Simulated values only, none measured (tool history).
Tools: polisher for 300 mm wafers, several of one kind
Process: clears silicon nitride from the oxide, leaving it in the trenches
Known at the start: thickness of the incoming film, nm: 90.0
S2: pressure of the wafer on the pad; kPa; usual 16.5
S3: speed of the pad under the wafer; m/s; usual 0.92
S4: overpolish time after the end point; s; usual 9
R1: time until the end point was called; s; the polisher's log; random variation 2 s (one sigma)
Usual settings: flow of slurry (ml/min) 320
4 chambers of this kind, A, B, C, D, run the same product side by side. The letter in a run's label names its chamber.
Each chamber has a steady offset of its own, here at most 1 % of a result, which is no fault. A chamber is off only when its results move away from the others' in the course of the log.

At day 0.054: chamber A: worn pad replaced by a new one.
Run 1A, day 0.671: usual settings. Result: R1 141.35 s.
Run 2C, day 0.996: usual settings. Result: R1 137.68 s.
Run 3B, day 1.671: usual settings. Result: R1 142.26 s.
Run 4D, day 2.325: usual settings. Result: R1 141.25 s.
Run 5B, day 2.704: usual settings. Result: R1 142.58 s.
Run 6A, day 3.275: usual settings. Result: R1 138.82 s.
At day 3.571: chamber D: slurry nozzle cleaned.
Run 7C, day 3.696: usual settings. Result: R1 141.45 s.
At day 3.921: chamber A: worn pad replaced by a new one.
At day 3.925: chamber C: worn pad replaced by a new one.
Run 8D, day 4.092: usual settings. Result: R1 137.08 s.
Run 9A, day 4.75: usual settings. Result: R1 139.64 s.
Run 10D, day 5.321: usual settings but S3 0.66 m/s, S4 6 s. Result: R1 189.94 s.
Run 11B, day 5.746: usual settings but S3 0.66 m/s, S4 6 s. Result: R1 187.89 s.
At day 6.321: chamber B: slurry nozzle cleaned.
Run 12C, day 6.379: usual settings but S3 0.66 m/s, S4 6 s. Result: R1 198.15 s.
At day 6.85: chamber D: worn pad replaced by a new one.
Run 13D, day 7.017: usual settings but S3 0.66 m/s, S4 6 s. Result: R1 194.34 s.
At day 7.233: chamber A: worn pad replaced by a new one.
Run 14B, day 7.504: usual settings. Result: R1 132.05 s.
At day 7.888: chamber A: slurry nozzle cleaned.
Run 15C, day 7.971: usual settings. Result: R1 140.3 s.
Run 16A, day 8.508: usual settings. Result: R1 141.95 s.
Run 17C, day 9.104: usual settings. Result: R1 139.83 s.
Run 18B, day 9.467: usual settings but flow of slurry (ml/min) 240, S3 0.74 m/s. Result: R1 169.53 s.
Run 19A, day 9.767: usual settings but flow of slurry (ml/min) 240, S3 0.74 m/s. Result: R1 174.55 s.
At day 10.067: chamber B: worn pad replaced by a new one.
Run 20D, day 10.142: usual settings but flow of slurry (ml/min) 240, S3 0.74 m/s. Result: R1 179.99 s.
Run 21D, day 10.7: usual settings but flow of slurry (ml/min) 240, S3 0.74 m/s. Result: R1 180.75 s.
Run 22A, day 11.162: usual settings. Result: R1 144.02 s.
At day 11.242: chamber A: worn pad replaced by a new one.
At day 11.679: chamber C: worn pad replaced by a new one.
Run 23C, day 11.738: usual settings. Result: R1 139.67 s.
Run 24B, day 12.038: usual settings. Result: R1 125.63 s.
Run 25A, day 12.7: usual settings. Result: R1 141.27 s.
Run 26D, day 13.317: usual settings but flow of slurry (ml/min) 250, S2 20 kPa. Result: R1 118.9 s.

All 4 chambers run these settings next. Forecast each chamber's results:
Run 27A, day 13.804: usual settings but S4 14 s. Result: R1 ?.
Run 27B, day 13.804: usual settings but S4 14 s. Result: R1 ?.
Run 27C, day 13.804: usual settings but S4 14 s. Result: R1 ?.
Run 27D, day 13.804: usual settings but S4 14 s. Result: R1 ?.

run      R1
27A  139.97
27B  126.11
27C  141.99
27D   140.2
